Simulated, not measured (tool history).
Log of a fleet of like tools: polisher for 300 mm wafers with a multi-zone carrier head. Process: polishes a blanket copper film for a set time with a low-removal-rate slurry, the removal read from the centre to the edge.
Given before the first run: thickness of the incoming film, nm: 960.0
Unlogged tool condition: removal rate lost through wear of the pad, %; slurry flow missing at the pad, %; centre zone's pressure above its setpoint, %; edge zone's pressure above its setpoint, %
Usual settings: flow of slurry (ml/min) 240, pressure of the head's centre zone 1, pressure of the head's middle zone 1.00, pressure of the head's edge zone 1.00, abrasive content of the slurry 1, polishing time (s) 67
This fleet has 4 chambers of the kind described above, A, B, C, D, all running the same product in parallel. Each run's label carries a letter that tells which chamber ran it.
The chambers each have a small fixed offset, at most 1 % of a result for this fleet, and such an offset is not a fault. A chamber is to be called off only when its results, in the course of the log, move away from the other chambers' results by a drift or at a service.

run	day	flow of slurry (ml/min)	pressure of the head's centre zone	pressure of the head's middle zone	pressure of the head's edge zone	abrasive content of the slurry	polishing time (s)	wafers polished on this pad	hours since the slurry nozzle was cleaned	hours since the centre zone pressure was calibrated	hours since the edge zone pressure was calibrated	film removed at the wafer's centre (Å)	film removed at mid-radius (Å)	film removed at the wafer's edge (Å)
1C	0.646	240	1	1.00	1.00	1	67	145	106.7	476.5	205.7	2927.2	2887.7	2953.5
2B	1.029	240	1	1.00	1.00	1	67	439	149.7	688.8	432.9	2912.9	2854.1	2922.2
3A	1.521	240	1	1.00	1.00	1	67	829	160.3	522.0	243.8	2922.5	2918.0	2862.6
# day 1.688: chamber A: worn pad replaced by a new one
# day 1.725: chamber D: worn pad replaced by a new one
4D	2.067	240	1	1.00	1.00	1	67	60	257.6	638.8	138.6	2892.4	2936.1	2964.1
5A	2.712	240	1	1.00	1.00	1	67	181	188.9	550.6	272.4	2914.9	2908.7	2898.2
# day 3.242: chamber C: worn pad replaced by a new one
6B	3.242	240	1	1.00	1.00	1	67	831	202.8	741.9	486.0	2905.3	2867.1	2879.9
7D	3.800	240	1	1.06	0.94	1	67	367	299.2	680.4	180.2	2905.9	3101.6	2847.8
8C	4.275	240	1	1.06	0.94	1	67	183	193.8	563.6	292.8	2922.7	3031.7	2813.8
9C	4.600	240	1	1.06	0.94	1	67	240	201.6	571.4	300.6	2895.5	3048.9	2805.9
10D	5.117	240	1	1.06	0.94	1	67	600	330.8	712.0	211.8	2921.7	3070.5	2817.9
# day 5.229: chamber B: worn pad replaced by a new one
11A	5.583	240	1	1.00	1.00	1	67	689	257.8	619.5	341.3	2913.6	2843.3	2885.5
# day 6.146: chamber A: worn pad replaced by a new one
12B	6.167	240	1	1.00	1.00	1	67	166	273.0	812.1	556.2	2915.7	2909.5	2922.8
# day 6.229: chamber A: centre zone pressure recalibrated
13C	6.812	240	1	1.00	1.00	1	67	632	254.7	624.5	353.7	2910.9	2867.5	2913.4
# day 6.933: chamber D: worn pad replaced by a new one
# day 7.246: chamber C: worn pad replaced by a new one
# day 7.333: chamber A: slurry nozzle cleaned
14D	7.350	240	1	1.00	1.00	1	80	73	384.4	765.6	265.4	3492.1	3412.5	3475.5
15B	7.725	240	1	1.00	1.00	1	80	442	310.4	849.5	593.6	3517.9	3452.8	3444.4
16A	8.054	240	1	1.00	1.00	1	80	338	17.3	43.9	400.6	3421.5	3414.5	3502.1
17A	8.583	240	1	1.00	1.00	1	80	431	30.0	56.6	413.3	3441.9	3493.1	3415.2
# day 8.812: chamber B: slurry nozzle cleaned
18D	9.112	240	1	1.00	1.00	1	67	385	426.7	807.9	307.7	2937.7	2872.3	2909.6
19C	9.467	240	1	1.00	1.00	1	67	393	318.4	688.2	417.4	2912.7	2841.2	2946.9
# day 9.475: chamber C: edge zone pressure recalibrated
20B	10.096	240	1	1.00	1.00	1	67	861	30.9	906.4	650.5	2900.8	2895.3	2896.8
21C	10.546	240	1	1.00	1.00	1	67	584	344.3	714.1	25.7	2892.4	2916.3	2865.5
22B	11.142	240	1	1.00	1.00	1	67	1046	56.0	931.5	675.6	2909.3	2911.0	2890.2
# day 11.483: chamber C: worn pad replaced by a new one
# day 11.550: chamber A: worn pad replaced by a new one
23D	11.729	240	1	1.00	1.00	1	67	848	489.5	870.7	370.5	2942.3	2870.8	2878.4
# day 11.908: chamber B: worn pad replaced by a new one
# day 12.012: chamber D: edge zone pressure recalibrated
# day 12.183: chamber D: worn pad replaced by a new one
24A	12.350	240	1	1.00	1.00	1	67	141	120.4	147.0	503.7	2928.2	2892.2	2866.1
# day 12.408: chamber D: slurry nozzle cleaned
# day 12.521: chamber B: edge zone pressure recalibrated
25B	12.717	240	1	0.95	1.00	1	67	143	93.8	969.3	4.8	2917.2	2805.8	2874.2
26C	13.125	240	1	0.95	1.00	1	67	291	406.2	776.0	87.6	2897.0	2793.5	2932.1
27A	13.500	240	1	0.95	1.00	1	67	345	148.0	174.6	531.3	2897.3	2771.3	2831.6
28D	14.125	240	1	0.95	1.00	1	67	343	41.2	928.2	50.8	2951.9	2790.9	2943.3
29D	14.654	240	1	0.96	1.00	1	67	437	53.9	940.9	63.5	2979.1	2768.8	2891.2
# day 14.675: chamber C: slurry nozzle cleaned
# day 15.058: chamber C: worn pad replaced by a new one
30B	15.158	240	1	0.96	1.00	1	67	575	152.4	1027.9	63.4	2899.3	2716.4	2932.3
31A	15.775	240	1	0.96	1.00	1	67	747	202.6	229.2	585.9	2888.8	2769.8	2849.8
32C	16.162	240	1	0.96	1.00	1	67	195	35.7	848.9	160.5	2899.0	2802.1	2914.8
33B	16.696	240	1	1.00	1.00	1	67	847	189.3	1064.8	100.3	2890.3	2943.4	2896.7
# day 17.129: chamber A: worn pad replaced by a new one
34C	17.179	240	1	1.00	1.00	1	67	375	60.1	873.3	184.9	2910.0	2860.7	2901.0
35D	17.608	240	1	1.00	1.00	1	67	960	124.8	1011.8	134.4	2968.4	3002.8	2898.3
36A	17.992	240	1	1.11	1.00	1	67	153	255.8	282.4	639.1	2903.7	3181.2	2887.4
# day 18.079: chamber D: worn pad replaced by a new one
# day 18.350: chamber B: worn pad replaced by a new one
37D	18.608	240	1	1.11	1.00	1	67	94	148.8	1035.8	158.4	3016.0	3259.8	2862.9
# day 18.667: chamber C: worn pad replaced by a new one
38B	18.979	240	1	1.11	1.00	1	67	111	244.1	1119.6	155.1	2915.3	3248.0	2897.4
39C	19.588	240	1	1.11	1.00	1	67	163	117.9	931.1	242.7	2921.3	3224.4	2915.9

Decide between three cases: one chamber stands off from its peers, the gauge reading all wafers drifts, or nothing is wrong past each chamber's small offset. Where a chamber is off, say which and what most likely put it there.

It is chamber D that slowly wanders off from its peers.
Cause: centre zone's pressure above its setpoint, % = 3.67.

Here are 4 candidates for chamber D's next run, each the usual settings with a change, their results left as question marks. Which one brings its results back in line with what the others give on the usual settings?
Counts as in line when no further than this from what the other chambers average on the usual settings: film removed at the wafer's centre (Å) 62.0; film removed at mid-radius (Å) 120.0; film removed at the wafer's edge (Å) 83.0
40D-1	20.058	245	1.05	0.98	0.99	1	68					?	?	?
40D-2	20.058	240	0.98	1.01	1.01	1	66					?	?	?
40D-3	20.058	240	1.02	0.99	0.99	1	68					?	?	?
40D-4	20.058	235	0.95	1.02	1.01	1	66					?	?	?

What the other chambers average on the usual settings: film removed at the wafer's centre (Å) 2905.1; film removed at mid-radius (Å) 2900.6; film removed at the wafer's edge (Å) 2899.8
run	film removed at the wafer's centre (Å)	film removed at mid-radius (Å)	film removed at the wafer's edge (Å)
40D-1	3229.5	2889.4	2965.7
40D-2	2900.7	2878.2	2902.1
40D-3	3121.1	2910.1	2959.7
40D-4	2796.0	2897.8	2896.1
With 40D-2, the chamber falls back in line with the rest.
